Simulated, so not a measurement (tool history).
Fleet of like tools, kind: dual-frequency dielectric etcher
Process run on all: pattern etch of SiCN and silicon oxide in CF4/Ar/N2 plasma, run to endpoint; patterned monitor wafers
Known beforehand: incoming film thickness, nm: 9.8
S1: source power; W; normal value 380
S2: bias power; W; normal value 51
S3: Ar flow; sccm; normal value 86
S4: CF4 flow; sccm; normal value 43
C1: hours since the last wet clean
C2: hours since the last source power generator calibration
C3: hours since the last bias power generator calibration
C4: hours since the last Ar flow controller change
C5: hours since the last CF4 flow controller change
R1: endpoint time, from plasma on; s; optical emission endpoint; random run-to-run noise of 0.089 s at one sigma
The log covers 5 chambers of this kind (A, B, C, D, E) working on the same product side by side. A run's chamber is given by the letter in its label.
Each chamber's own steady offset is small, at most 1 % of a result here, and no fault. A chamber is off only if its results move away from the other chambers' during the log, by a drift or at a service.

run	day	S1	S2	S3	S4	C1	C2	C3	C4	C5	R1
1E	0.329	380	51	86	43	283.8	2942.2	522.2	3752.9	2828.3	15.549
2B	0.738	380	51	86	43	257.9	3296.1	2374.2	713.5	1275.7	15.92
# day 0.992: chamber B: bias power generator calibrated
3C	1.025	380	51	86	43	111.6	1060.6	2213.6	445	789.3	15.7
4A	1.304	380	51	86	43	505.2	2136.3	808.9	185.2	4113.3	15.675
5D	1.521	380	51	86	43	243.2	698	1326.8	2776	1494.2	15.59
6B	1.925	380	51	86	43	286.4	3324.6	22.5	742	1304.2	15.747
7A	2.325	380	51	86	43	529.7	2160.8	833.4	209.7	4137.8	15.732
8E	2.558	380	63	86	43	337.3	2995.7	575.7	3806.4	2881.8	14.591
# day 2.783: chamber A: CF4 flow controller replaced
9C	2.979	380	63	86	43	158.5	1107.5	2260.5	491.9	836.2	14.606
10D	3.4	380	63	86	43	288.3	743.1	1371.9	2821.1	1539.3	14.75
11B	3.829	380	63	86	43	332.1	3370.3	68.2	787.7	1349.9	14.751
12C	4.212	380	63	86	43	188.1	1137.1	2290.1	521.5	865.8	14.56
13A	4.496	380	51	86	43	581.8	2212.9	885.5	261.8	41.2	15.635
14D	4.833	380	51	86	43	322.7	777.5	1406.3	2855.5	1573.7	15.885
15E	5.262	380	51	86	43	402.2	3060.6	640.6	3871.3	2946.7	15.56
# day 5.517: chamber A: wet clean of the chamber
16B	5.638	380	51	86	43	375.5	3413.7	111.6	831.1	1393.3	15.981
17C	5.983	380	51	86	43	230.6	1179.6	2332.6	564	908.3	15.756
18D	6.188	380	51	86	43	355.2	810	1438.8	2888	1606.2	15.831
19E	6.471	380	51	86	43	431.2	3089.6	669.6	3900.3	2975.7	15.575
# day 6.638: chamber D: wet clean of the chamber
20A	6.829	380	56	86	43	31.5	2268.9	941.5	317.8	97.2	15.211
21D	7.221	380	56	86	43	14	834.8	1463.6	2912.8	1631	15.285
22C	7.567	380	56	86	43	268.6	1217.6	2370.6	602	946.3	15.341
23B	7.958	380	56	86	43	431.2	3469.4	167.3	886.8	1449	15.119
24E	8.154	380	56	86	43	471.6	3130	710	3940.7	3016.1	15.078
25A	8.475	380	51	86	43	71	2308.4	981	357.3	136.7	15.663
26E	8.771	380	51	86	43	486.4	3144.8	724.8	3955.5	3030.9	15.67
27C	8.996	380	51	86	43	302.9	1251.9	2404.9	636.3	980.6	15.672
28A	9.258	380	51	86	35	89.8	2327.2	999.8	376.1	155.5	16.253
29D	9.608	380	51	86	35	71.3	892.1	1520.9	2970.1	1688.3	16.477
30B	9.975	380	51	86	35	479.6	3517.8	215.7	935.2	1497.4	16.206
# day 10.354: chamber E: CF4 flow controller replaced
31A	10.379	380	51	86	35	116.7	2354.1	1026.7	403	182.4	16.079
32B	10.617	380	51	86	35	495	3533.2	231.1	950.6	1512.8	16.269
33C	10.871	380	51	86	43	347.9	1296.9	2449.9	681.3	1025.6	15.68
34E	11.267	380	51	86	43	546.3	3204.7	784.7	4015.4	21.9	15.712
# day 11.354: chamber E: wet clean of the chamber
35D	11.562	380	51	86	43	118.2	939	1567.8	3017	1735.2	15.725
# day 11.608: chamber B: wet clean of the chamber
36B	11.896	380	51	86	43	6.9	3563.9	261.8	981.3	1543.5	15.723
37C	12.171	380	51	86	43	379.1	1328.1	2481.1	712.5	1056.8	15.642
38A	12.542	380	51	86	43	168.6	2406	1078.6	454.9	234.3	15.706
39D	12.988	380	51	86	43	152.4	973.2	1602	3051.2	1769.4	15.752
40E	13.279	380	51	86	43	46.2	3253	833	4063.7	70.2	15.555
41B	13.579	380	62	95	43	47.3	3604.3	302.2	1021.7	1583.9	15.121
42E	13.996	380	62	95	43	63.4	3270.2	850.2	4080.9	87.4	14.85
43A	14.421	380	62	95	43	213.7	2451.1	1123.7	500	279.4	14.962
44C	14.833	380	62	95	43	443	1392	2545	776.4	1120.7	14.972

All chambers now run identical settings, listed one chamber a line with results as question marks. What results will each chamber show?
45A	15.15	290	51	86	43						?
45B	15.15	290	51	86	43						?
45C	15.15	290	51	86	43						?
45D	15.15	290	51	86	43						?
45E	15.15	290	51	86	43						?

run	R1
45A	19.971
45B	20.042
45C	19.727
45D	20.111
45E	19.752
